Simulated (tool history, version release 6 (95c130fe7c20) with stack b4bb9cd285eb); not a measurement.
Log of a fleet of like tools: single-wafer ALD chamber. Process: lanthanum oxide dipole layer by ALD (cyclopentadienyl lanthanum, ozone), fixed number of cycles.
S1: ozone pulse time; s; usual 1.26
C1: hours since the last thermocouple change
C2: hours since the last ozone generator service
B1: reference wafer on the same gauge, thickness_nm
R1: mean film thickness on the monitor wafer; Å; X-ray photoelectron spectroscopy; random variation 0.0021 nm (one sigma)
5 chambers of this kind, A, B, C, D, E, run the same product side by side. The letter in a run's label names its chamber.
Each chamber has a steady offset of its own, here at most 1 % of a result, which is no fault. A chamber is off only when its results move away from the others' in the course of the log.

run 1E hour=5.7 | S1=1.26 | C1=2689.2 C2=909.6 | B1=0.57091 | R1=5.3017
run 2D hour=12.3 | S1=1.26 | C1=324.7 C2=582.2 | B1=0.57139 | R1=5.3235
run 3B hour=20.1 | S1=1.26 | C1=340.5 C2=100.4 | B1=0.57035 | R1=5.2923
run 4C hour=26.6 | S1=1.26 | C1=239.0 C2=201.6 | B1=0.57065 | R1=5.2626
run 5A hour=31.8 | S1=1.09 | C1=712.2 C2=921.6 | B1=0.57132 | R1=5.0871
run 6A hour=41.5 | S1=1.09 | C1=721.9 C2=931.3 | B1=0.57050 | R1=5.0947
run 7E hour=50.8 | S1=1.09 | C1=2734.3 C2=954.7 | B1=0.57092 | R1=5.1356
run 8B hour=58.0 | S1=1.09 | C1=378.4 C2=138.3 | B1=0.57088 | R1=5.0523
run 9D hour=62.7 | S1=1.09 | C1=375.1 C2=632.6 | B1=0.57100 | R1=5.1638
run 10C hour=70.3 | S1=1.26 | C1=282.7 C2=245.3 | B1=0.57115 | R1=5.2820
run 11B hour=78.9 | S1=1.26 | C1=399.3 C2=159.2 | B1=0.57136 | R1=5.2557
run 12D hour=83.8 | S1=1.06 | C1=396.2 C2=653.7 | B1=0.57092 | R1=5.1437
run 13E hour=90.9 | S1=1.06 | C1=2774.4 C2=994.8 | B1=0.57081 | R1=5.0133
run 14A hour=95.8 | S1=1.06 | C1=776.2 C2=985.6 | B1=0.57113 | R1=5.0474
run 15C hour=103.0 | S1=1.06 | C1=315.4 C2=278.0 | B1=0.57092 | R1=5.0793
run 16A hour=112.4 | S1=1.06 | C1=792.8 C2=1002.2 | B1=0.57058 | R1=5.0763
run 17D hour=121.9 | S1=1.26 | C1=434.3 C2=691.8 | B1=0.57079 | R1=5.3283
run 18B hour=127.8 | S1=1.26 | C1=448.2 C2=208.1 | B1=0.57122 | R1=5.2550
run 19C hour=137.1 | S1=0.97 | C1=349.5 C2=312.1 | B1=0.57073 | R1=4.9373
run 20E hour=144.3 | S1=0.97 | C1=2827.8 C2=1048.2 | B1=0.57091 | R1=4.8385
-- hour=149.5 chamber E: thermocouple changed; heater temperature recalibrated
run 21B hour=151.1 | S1=0.97 | C1=471.5 C2=231.4 | B1=0.57087 | R1=4.8557
run 22C hour=160.1 | S1=0.97 | C1=372.5 C2=335.1 | B1=0.57122 | R1=4.9380
run 23D hour=167.2 | S1=0.97 | C1=479.6 C2=737.1 | B1=0.57055 | R1=4.9707
run 24A hour=174.3 | S1=1.03 | C1=854.7 C2=1064.1 | B1=0.57118 | R1=5.0226
run 25E hour=184.7 | S1=1.03 | C1=35.3 C2=1088.6 | B1=0.57088 | R1=4.8806
run 26D hour=191.7 | S1=1.03 | C1=504.1 C2=761.6 | B1=0.57123 | R1=5.0885
run 27E hour=201.8 | S1=1.03 | C1=52.4 C2=1105.7 | B1=0.57110 | R1=4.8820
run 28B hour=209.0 | S1=1.03 | C1=529.4 C2=289.3 | B1=0.57085 | R1=4.9923
run 29C hour=213.7 | S1=0.87 | C1=426.1 C2=388.7 | B1=0.57104 | R1=4.7936
run 30A hour=221.8 | S1=0.87 | C1=902.2 C2=1111.6 | B1=0.57131 | R1=4.7583
run 31A hour=227.5 | S1=0.87 | C1=907.9 C2=1117.3 | B1=0.57116 | R1=4.7552
run 32D hour=235.7 | S1=0.87 | C1=548.1 C2=805.6 | B1=0.57122 | R1=4.8122

All 5 chambers run these settings next. Forecast each chamber's results:
run 33A hour=243.2 | S1=1.02 | R1=?
run 33B hour=243.2 | S1=1.02 | R1=?
run 33C hour=243.2 | S1=1.02 | R1=?
run 33D hour=243.2 | S1=1.02 | R1=?
run 33E hour=243.2 | S1=1.02 | R1=?

run=33A R1=4.9887
run=33B R1=4.9869
run=33C R1=5.0379
run=33D R1=5.0576
run=33E R1=4.8102

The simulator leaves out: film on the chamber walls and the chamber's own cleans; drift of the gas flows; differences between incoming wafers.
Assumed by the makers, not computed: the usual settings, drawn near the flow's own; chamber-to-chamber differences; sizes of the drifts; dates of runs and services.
